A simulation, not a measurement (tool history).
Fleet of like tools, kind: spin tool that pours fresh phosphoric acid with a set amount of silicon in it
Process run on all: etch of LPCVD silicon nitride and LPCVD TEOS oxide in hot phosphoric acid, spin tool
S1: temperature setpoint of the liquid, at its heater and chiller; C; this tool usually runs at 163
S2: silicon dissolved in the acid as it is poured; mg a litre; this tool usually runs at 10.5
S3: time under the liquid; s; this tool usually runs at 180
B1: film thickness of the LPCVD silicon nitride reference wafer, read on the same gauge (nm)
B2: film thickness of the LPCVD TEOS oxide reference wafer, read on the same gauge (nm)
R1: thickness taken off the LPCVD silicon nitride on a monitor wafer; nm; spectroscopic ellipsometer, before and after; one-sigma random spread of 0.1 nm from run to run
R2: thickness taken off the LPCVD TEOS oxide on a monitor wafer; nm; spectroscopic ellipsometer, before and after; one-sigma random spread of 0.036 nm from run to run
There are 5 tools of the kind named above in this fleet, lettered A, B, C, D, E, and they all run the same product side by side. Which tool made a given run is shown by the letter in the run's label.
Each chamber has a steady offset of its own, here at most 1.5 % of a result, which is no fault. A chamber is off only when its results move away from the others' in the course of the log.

run   hour     S1    S2   S3      B1      B2      R1       R2
 1D    4.3    163  10.5  180  90.019  150.02  15.755  0.79356
 2A      9    163  10.5  180  89.981  150.02   16.07  0.82418
 3B   14.1    163  10.5  180  89.945  149.99  15.893  0.78192
 4E   19.4    163  10.5  180   89.96  150.01   16.02  0.76183
 5C   24.4    163  10.5  180  90.003     150  15.995  0.83544
 6B   27.9    163  10.5  180  89.982     150  15.886  0.76706
 7C   32.9    163  10.5  180  90.041  150.01  16.178  0.74244
 8E   37.9    163  10.5  180   90.01  149.98   16.09  0.67218
 9A   41.4  161.5  10.5  180  89.976  149.95  15.206  0.69803
10D     44  161.5  10.5  180  89.956  150.02  15.017  0.70104
11C   49.3  161.5  10.5  180  90.014  149.99  15.328  0.74412
12B   52.3  161.5  10.5  180  89.994  150.04  15.126  0.64044
13E   55.3  161.5  10.5  180  89.949  149.97  15.178  0.64943
14A   59.2    163  10.5  180  90.005  150.03  16.026  0.82708
15D   61.9    163  10.5  180  89.934  149.95  15.667   0.7654
16D   66.7    163  10.5  180  89.964  149.97  15.813   0.8033
17B   71.4  161.5  10.5  180  89.997  149.98  15.262  0.68311
18A   75.8  161.5  10.5  180   89.97  150.04  15.339  0.70015
19C   80.8  161.5  10.5  180  89.986  149.96  15.144  0.68542
20E   83.1  161.5  10.5  180  90.027  150.04  15.102  0.70208
21A   88.5  161.5  10.5  180  90.009  150.01  15.056  0.65973
22C   92.5    163  10.5  180  89.999  150.04  15.969  0.79202
23B   95.1    163  10.5  140   89.95  150.03  12.468  0.60986
24E     99    163  10.5  140  89.953  150.03  12.504  0.58934
25D  102.4    163  10.5  140   89.96  150.02  11.888  0.55719
26A  107.7    163  10.5  140  90.024  149.99   12.56  0.58569
27B  112.1    163  10.5  140  89.978  150.03  12.488  0.54266
       113  -- chamber B: dissolved silicon flow meter replaced
28C  117.2    163  10.5  180  89.973  149.97   16.12  0.79381
29E  121.8    163  10.5  180  89.958  150.03  15.851  0.79995
30D  126.5    163  10.5  180  90.033  150.01  15.235  0.64592
31B  129.9    163  10.5  180      90  149.98  15.931  0.76058
32D  134.9    165  10.5   70  89.955     150  6.2173  0.29251
33C  137.9    165  10.5   70  90.009  149.98  6.6646  0.36424

Has any chamber moved away from the others, gradually or after a service, or does the common gauge drift, or do the chambers differ only by their own small steady offsets? State the chamber and the most likely cause if one applies.

It is chamber D that slowly wanders off from its peers.
Cause: liquid colder than its thermometer reads (K) = 1.81.
The log might look much the same if the cause were instead: temperature lost on the way to the wafer (K).

Which of the 4 candidates below, each the usual settings with something changed and its results left as question marks, puts chamber D back in line with what the other chambers give on the usual settings?
In-line tolerance around the mean of the other chambers on the usual settings: R1 0.35 nm; R2 0.12 nm
34D-1  141.8    163  11.5  175           ?   ?
34D-2  141.8    163   9.5  185           ?   ?
34D-3  141.8  163.5     8  190           ?   ?
34D-4  141.8  162.5    13  170           ?   ?

Average result of the remaining chambers running the usual settings: R1 16.009 nm; R2 0.76626 nm
  run      R1       R2
34D-1  14.598  0.65574
34D-2  15.432  0.72508
34D-3  16.116  0.79807
34D-4  13.941  0.59233
The right change is 34D-3: it brings the chamber back within the allowed miss of the others.
